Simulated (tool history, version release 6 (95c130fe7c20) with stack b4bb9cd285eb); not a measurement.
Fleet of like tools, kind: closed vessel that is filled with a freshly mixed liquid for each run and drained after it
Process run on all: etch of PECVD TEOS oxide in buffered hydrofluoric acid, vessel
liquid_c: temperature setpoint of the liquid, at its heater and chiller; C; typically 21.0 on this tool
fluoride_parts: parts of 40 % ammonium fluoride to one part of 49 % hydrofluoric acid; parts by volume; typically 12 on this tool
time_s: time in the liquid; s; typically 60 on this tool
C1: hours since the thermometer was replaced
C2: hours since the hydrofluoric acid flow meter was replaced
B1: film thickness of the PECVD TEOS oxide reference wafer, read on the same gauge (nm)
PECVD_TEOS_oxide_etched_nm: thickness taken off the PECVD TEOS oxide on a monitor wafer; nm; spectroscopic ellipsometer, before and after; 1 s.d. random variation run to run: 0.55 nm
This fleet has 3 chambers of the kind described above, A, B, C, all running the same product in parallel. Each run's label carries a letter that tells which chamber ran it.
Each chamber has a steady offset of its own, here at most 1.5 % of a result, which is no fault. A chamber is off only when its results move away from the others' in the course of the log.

{"run": "1C", "hour": 8.1, "liquid_c": 21.0, "fluoride_parts": 12, "time_s": 60, "C1": 557.9, "C2": 2010.8, "B1": 49.998, "PECVD_TEOS_oxide_etched_nm": 119.07}
{"run": "2B", "hour": 19.8, "liquid_c": 21.0, "fluoride_parts": 12, "time_s": 60, "C1": 376.5, "C2": 1378.8, "B1": 50.012, "PECVD_TEOS_oxide_etched_nm": 117.31}
{"run": "3A", "hour": 27.5, "liquid_c": 21.0, "fluoride_parts": 12, "time_s": 60, "C1": 221.4, "C2": 626.8, "B1": 50.003, "PECVD_TEOS_oxide_etched_nm": 119.95}
{"run": "4C", "hour": 35.3, "liquid_c": 21.0, "fluoride_parts": 12, "time_s": 60, "C1": 585.1, "C2": 2038.0, "B1": 49.997, "PECVD_TEOS_oxide_etched_nm": 119.66}
{"run": "5A", "hour": 46.0, "liquid_c": 21.0, "fluoride_parts": 12, "time_s": 60, "C1": 239.9, "C2": 645.3, "B1": 49.972, "PECVD_TEOS_oxide_etched_nm": 119.43}
{"run": "6B", "hour": 52.0, "liquid_c": 21.0, "fluoride_parts": 12, "time_s": 60, "C1": 408.7, "C2": 1411.0, "B1": 50.012, "PECVD_TEOS_oxide_etched_nm": 116.85}
{"run": "7B", "hour": 58.3, "liquid_c": 21.0, "fluoride_parts": 12, "time_s": 60, "C1": 415.0, "C2": 1417.3, "B1": 49.989, "PECVD_TEOS_oxide_etched_nm": 116.93}
{"run": "8C", "hour": 64.1, "liquid_c": 21.0, "fluoride_parts": 12, "time_s": 60, "C1": 613.9, "C2": 2066.8, "B1": 49.976, "PECVD_TEOS_oxide_etched_nm": 117.86}
{"run": "9A", "hour": 72.0, "liquid_c": 25.5, "fluoride_parts": 12, "time_s": 30, "C1": 265.9, "C2": 671.3, "B1": 49.968, "PECVD_TEOS_oxide_etched_nm": 76.397}
{"run": "10A", "hour": 81.2, "liquid_c": 25.5, "fluoride_parts": 12, "time_s": 30, "C1": 275.1, "C2": 680.5, "B1": 50.01, "PECVD_TEOS_oxide_etched_nm": 76.474}
{"run": "11B", "hour": 89.4, "liquid_c": 25.5, "fluoride_parts": 12, "time_s": 30, "C1": 446.1, "C2": 1448.4, "B1": 50.055, "PECVD_TEOS_oxide_etched_nm": 75.114}
{"run": "12C", "hour": 99.2, "liquid_c": 21.0, "fluoride_parts": 12, "time_s": 60, "C1": 649.0, "C2": 2101.9, "B1": 50.0, "PECVD_TEOS_oxide_etched_nm": 119.04}
{"run": "13B", "hour": 108.0, "liquid_c": 21.0, "fluoride_parts": 12, "time_s": 60, "C1": 464.7, "C2": 1467.0, "B1": 50.014, "PECVD_TEOS_oxide_etched_nm": 117.62}
{"run": "14C", "hour": 115.0, "liquid_c": 21.0, "fluoride_parts": 12, "time_s": 60, "C1": 664.8, "C2": 2117.7, "B1": 50.028, "PECVD_TEOS_oxide_etched_nm": 118.59}
{"run": "15A", "hour": 122.2, "liquid_c": 21.0, "fluoride_parts": 12, "time_s": 60, "C1": 316.1, "C2": 721.5, "B1": 49.979, "PECVD_TEOS_oxide_etched_nm": 118.87}
{"run": "16B", "hour": 131.9, "liquid_c": 21.0, "fluoride_parts": 12, "time_s": 60, "C1": 488.6, "C2": 1490.9, "B1": 50.003, "PECVD_TEOS_oxide_etched_nm": 117.37}
{"run": "17A", "hour": 139.2, "liquid_c": 21.0, "fluoride_parts": 12, "time_s": 60, "C1": 333.1, "C2": 738.5, "B1": 50.024, "PECVD_TEOS_oxide_etched_nm": 120.2}
{"run": "18C", "hour": 144.5, "liquid_c": 21.0, "fluoride_parts": 12, "time_s": 60, "C1": 694.3, "C2": 2147.2, "B1": 49.982, "PECVD_TEOS_oxide_etched_nm": 118.93}
{"run": "19C", "hour": 150.9, "liquid_c": 21.0, "fluoride_parts": 12, "time_s": 60, "C1": 700.7, "C2": 2153.6, "B1": 50.0, "PECVD_TEOS_oxide_etched_nm": 119.69}
{"run": "20B", "hour": 160.5, "liquid_c": 21.0, "fluoride_parts": 12, "time_s": 60, "C1": 517.2, "C2": 1519.5, "B1": 50.021, "PECVD_TEOS_oxide_etched_nm": 117.97}
{"run": "21A", "hour": 170.0, "liquid_c": 21.0, "fluoride_parts": 12, "time_s": 60, "C1": 363.9, "C2": 769.3, "B1": 49.999, "PECVD_TEOS_oxide_etched_nm": 118.39}

For the next run the whole fleet of 3 chambers uses the same settings. Give each chamber's results:
{"run": "22A", "hour": 178.5, "liquid_c": 17.0, "fluoride_parts": 12, "time_s": 60, "PECVD_TEOS_oxide_etched_nm": "?"}
{"run": "22B", "hour": 178.5, "liquid_c": 17.0, "fluoride_parts": 12, "time_s": 60, "PECVD_TEOS_oxide_etched_nm": "?"}
{"run": "22C", "hour": 178.5, "liquid_c": 17.0, "fluoride_parts": 12, "time_s": 60, "PECVD_TEOS_oxide_etched_nm": "?"}

run=22A PECVD_TEOS_oxide_etched_nm=94.548
run=22B PECVD_TEOS_oxide_etched_nm=93.352
run=22C PECVD_TEOS_oxide_etched_nm=95.450
